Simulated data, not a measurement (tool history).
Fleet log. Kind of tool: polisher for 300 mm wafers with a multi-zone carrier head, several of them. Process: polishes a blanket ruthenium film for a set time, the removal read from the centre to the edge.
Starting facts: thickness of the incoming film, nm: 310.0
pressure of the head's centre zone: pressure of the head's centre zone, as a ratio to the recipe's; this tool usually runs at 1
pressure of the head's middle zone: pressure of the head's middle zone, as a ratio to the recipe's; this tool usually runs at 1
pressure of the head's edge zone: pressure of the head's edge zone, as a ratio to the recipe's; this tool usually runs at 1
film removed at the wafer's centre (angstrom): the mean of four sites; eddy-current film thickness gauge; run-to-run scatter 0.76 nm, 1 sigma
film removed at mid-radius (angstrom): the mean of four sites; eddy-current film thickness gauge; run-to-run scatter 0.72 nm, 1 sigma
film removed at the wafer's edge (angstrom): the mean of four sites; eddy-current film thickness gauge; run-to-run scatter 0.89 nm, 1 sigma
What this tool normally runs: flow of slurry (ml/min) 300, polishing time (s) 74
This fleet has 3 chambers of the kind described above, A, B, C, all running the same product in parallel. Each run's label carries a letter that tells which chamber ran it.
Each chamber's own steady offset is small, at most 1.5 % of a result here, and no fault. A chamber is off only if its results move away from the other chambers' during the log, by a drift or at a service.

run,hour,flow of slurry (ml/min),pressure of the head's centre zone,pressure of the head's middle zone,pressure of the head's edge zone,polishing time (s),film removed at the wafer's centre (angstrom),film removed at mid-radius (angstrom),film removed at the wafer's edge (angstrom)
1C,6.2,300,1,1,1,74,658.56,653.27,658.89
# hour 9.3: chamber C: worn pad replaced by a new one
2B,10.9,300,1,1,1,74,681.9,678.06,678.95
3A,16.7,300,1,1,1,74,675.29,675.86,673.67
4A,21.9,300,1,1,1,74,680.92,679.25,674.39
5C,27.1,300,1,1,1,74,663.03,663.93,689.65
6B,34.8,240,0.9,1,1,74,588.55,669.1,664.43
7B,38.8,240,0.9,1,1,74,587.47,674.96,665.5
8A,43.9,240,0.9,1,1,74,586.62,661.86,644.94
# hour 45.7: chamber A: centre zone pressure recalibrated
# hour 47.1: chamber B: worn pad replaced by a new one
9C,50,300,1,1,1,74,657.51,668.99,681.59
10B,58.4,300,1,0.96,0.89,74,667.17,665.74,639.8
# hour 62.1: chamber B: slurry nozzle cleaned
11C,62.2,300,1,0.96,0.89,74,655.71,640.29,629.24
12A,69.1,300,1,0.96,0.89,74,685.35,652.42,637.67
13C,75.7,300,1,1,1,74,667.17,668.45,666.1
14A,84,300,1,1,1,74,684,677.05,676.93
15B,91.4,300,1,1,1,74,675.64,677.13,665.98
16A,99.1,300,1,1,1,74,673.43,666.27,660.5
17B,106.2,300,1,0.93,1,83,754.28,720.54,752.3
# hour 110.5: chamber A: worn pad replaced by a new one
# hour 114.9: chamber B: worn pad replaced by a new one
18C,115,300,1,0.93,1,83,732.31,687.88,745.01
19A,119,300,1,0.93,1,83,759.87,714.1,753.54
# hour 119.8: chamber C: worn pad replaced by a new one
20B,126.5,300,1,1,1,74,669.03,687.54,669.47
21C,134.8,300,1,1,1,74,655.41,659.94,667.05
22B,143.6,300,1,1,1,74,679.31,681.62,668.3
23C,151.5,300,1,1,1,74,657.18,664.14,659.83
24A,157.6,300,0.91,0.92,1,74,613.53,633.32,675.77
25A,162.6,300,0.91,0.92,1,74,610.66,630.4,666.67
26C,166.9,300,0.91,0.92,1,74,578.05,604.18,657.72
27B,173.6,300,0.9,1,1,74,600.28,669.17,657.92
28C,178.1,300,0.9,1,1,74,573.24,649.1,653.47
29B,183.4,300,0.9,1,1,74,580.83,680.07,666.99
# hour 189.1: chamber B: worn pad replaced by a new one
30A,192.3,300,1,1,1,74,677.6,686.13,678.42
31B,199.5,300,1,1,1,74,686.41,680.26,672.97
# hour 206.3: chamber C: centre zone pressure recalibrated
32A,207.9,300,1,1,1,74,668.76,685.24,695.73
# hour 209.1: chamber B: centre zone pressure recalibrated
33C,213.8,300,1,1,1,74,640.87,646.42,646.21
34B,222.2,300,1,1,1,74,676.54,676.94,671.57
# hour 222.3: chamber C: worn pad replaced by a new one
35A,227,300,1,1,1,74,657.87,690.42,666.69
# hour 227.2: chamber A: worn pad replaced by a new one
36C,233.7,400,1,1,1,74,657.09,654.06,673.86
37B,240,400,1,1,1,74,691.09,689.75,677.95
38C,247.8,400,1,1,1,74,662.65,663.79,663.95
39A,254.7,300,1,1,1,74,670.64,675.71,673.83
40A,259.3,300,1,1,1,74,673.51,682.31,678.05

Next, all 3 chambers run the settings below, one line each with question marks for the results. What does each chamber give?
41A,265.7,300,1,1,1,74,?,?,?
41B,265.7,300,1,1,1,74,?,?,?
41C,265.7,300,1,1,1,74,?,?,?

run,film removed at the wafer's centre (angstrom),film removed at mid-radius (angstrom),film removed at the wafer's edge (angstrom)
41A,676.42,689.63,663.02
41B,667.49,687.86,680.64
41C,619,625.61,645.33
